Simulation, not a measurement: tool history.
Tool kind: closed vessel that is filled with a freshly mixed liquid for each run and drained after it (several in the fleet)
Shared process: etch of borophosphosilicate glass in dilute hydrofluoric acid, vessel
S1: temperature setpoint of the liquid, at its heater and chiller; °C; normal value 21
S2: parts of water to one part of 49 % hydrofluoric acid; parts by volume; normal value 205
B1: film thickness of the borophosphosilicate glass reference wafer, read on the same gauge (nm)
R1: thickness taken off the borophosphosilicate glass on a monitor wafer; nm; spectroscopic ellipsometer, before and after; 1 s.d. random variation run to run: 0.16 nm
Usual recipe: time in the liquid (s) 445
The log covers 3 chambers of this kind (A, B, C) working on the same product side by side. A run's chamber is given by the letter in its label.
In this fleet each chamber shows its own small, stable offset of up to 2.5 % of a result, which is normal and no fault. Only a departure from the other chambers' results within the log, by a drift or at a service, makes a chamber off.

run 1A day=0.288 | S1=21 S2=205 time_in_the_liquid_(s)=445 | B1=90.006 | R1=45.240
run 2B day=0.567 | S1=21 S2=205 time_in_the_liquid_(s)=445 | B1=89.989 | R1=44.714
run 3C day=0.925 | S1=21 S2=205 time_in_the_liquid_(s)=445 | B1=90.001 | R1=44.874
run 4A day=1.221 | S1=21 S2=205 time_in_the_liquid_(s)=445 | B1=89.992 | R1=45.649
run 5C day=1.492 | S1=21 S2=205 time_in_the_liquid_(s)=445 | B1=90.005 | R1=45.033
run 6B day=1.842 | S1=21 S2=135 time_in_the_liquid_(s)=675 | B1=89.983 | R1=109.960
run 7A day=2.200 | S1=21 S2=135 time_in_the_liquid_(s)=675 | B1=89.970 | R1=113.630
run 8B day=2.367 | S1=21 S2=135 time_in_the_liquid_(s)=675 | B1=89.938 | R1=109.580
run 9C day=2.588 | S1=21 S2=205 time_in_the_liquid_(s)=190 | B1=90.017 | R1=19.244
run 10C day=2.850 | S1=21 S2=205 time_in_the_liquid_(s)=190 | B1=90.017 | R1=19.086
run 11B day=3.146 | S1=21 S2=205 time_in_the_liquid_(s)=190 | B1=90.004 | R1=18.903
run 12A day=3.475 | S1=21 S2=205 time_in_the_liquid_(s)=445 | B1=89.994 | R1=45.631
run 13C day=3.646 | S1=21 S2=205 time_in_the_liquid_(s)=445 | B1=90.001 | R1=44.915
run 14A day=3.842 | S1=21 S2=275 time_in_the_liquid_(s)=445 | B1=90.003 | R1=31.536
-- day=3.879 chamber C: thermometer replaced
run 15B day=4.067 | S1=21 S2=275 time_in_the_liquid_(s)=445 | B1=90.023 | R1=30.955
run 16A day=4.238 | S1=21 S2=275 time_in_the_liquid_(s)=445 | B1=90.027 | R1=31.674
run 17B day=4.417 | S1=21 S2=205 time_in_the_liquid_(s)=445 | B1=90.021 | R1=44.709
run 18C day=4.579 | S1=21 S2=205 time_in_the_liquid_(s)=445 | B1=90.006 | R1=44.981
run 19C day=4.925 | S1=21 S2=205 time_in_the_liquid_(s)=580 | B1=89.952 | R1=58.139
run 20A day=5.196 | S1=21 S2=205 time_in_the_liquid_(s)=580 | B1=90.008 | R1=59.531
run 21B day=5.554 | S1=21 S2=205 time_in_the_liquid_(s)=580 | B1=89.998 | R1=57.783
run 22C day=5.850 | S1=21 S2=205 time_in_the_liquid_(s)=445 | B1=90.034 | R1=44.984
run 23A day=6.158 | S1=21 S2=205 time_in_the_liquid_(s)=445 | B1=89.998 | R1=45.279
run 24B day=6.429 | S1=18 S2=205 time_in_the_liquid_(s)=355 | B1=89.970 | R1=31.763
run 25B day=6.767 | S1=18 S2=205 time_in_the_liquid_(s)=355 | B1=90.025 | R1=31.677
run 26A day=7.046 | S1=18 S2=205 time_in_the_liquid_(s)=355 | B1=89.949 | R1=32.125
run 27C day=7.358 | S1=21 S2=205 time_in_the_liquid_(s)=445 | B1=89.986 | R1=44.739
run 28C day=7.550 | S1=21 S2=205 time_in_the_liquid_(s)=445 | B1=89.987 | R1=44.812
run 29B day=7.742 | S1=21 S2=205 time_in_the_liquid_(s)=445 | B1=90.013 | R1=44.912
run 30A day=7.967 | S1=21 S2=205 time_in_the_liquid_(s)=445 | B1=90.011 | R1=45.367
run 31B day=8.229 | S1=21 S2=205 time_in_the_liquid_(s)=445 | B1=89.994 | R1=44.726

Read the log: is a single chamber off, either drifting away or since a service, is the gauge that measures every chamber drifting, or is nothing wrong beyond small per-chamber offsets? Name any odd chamber and what most likely caused it.

No chamber is off and the gauge is stable; the differences are just each chamber's small, constant offset.
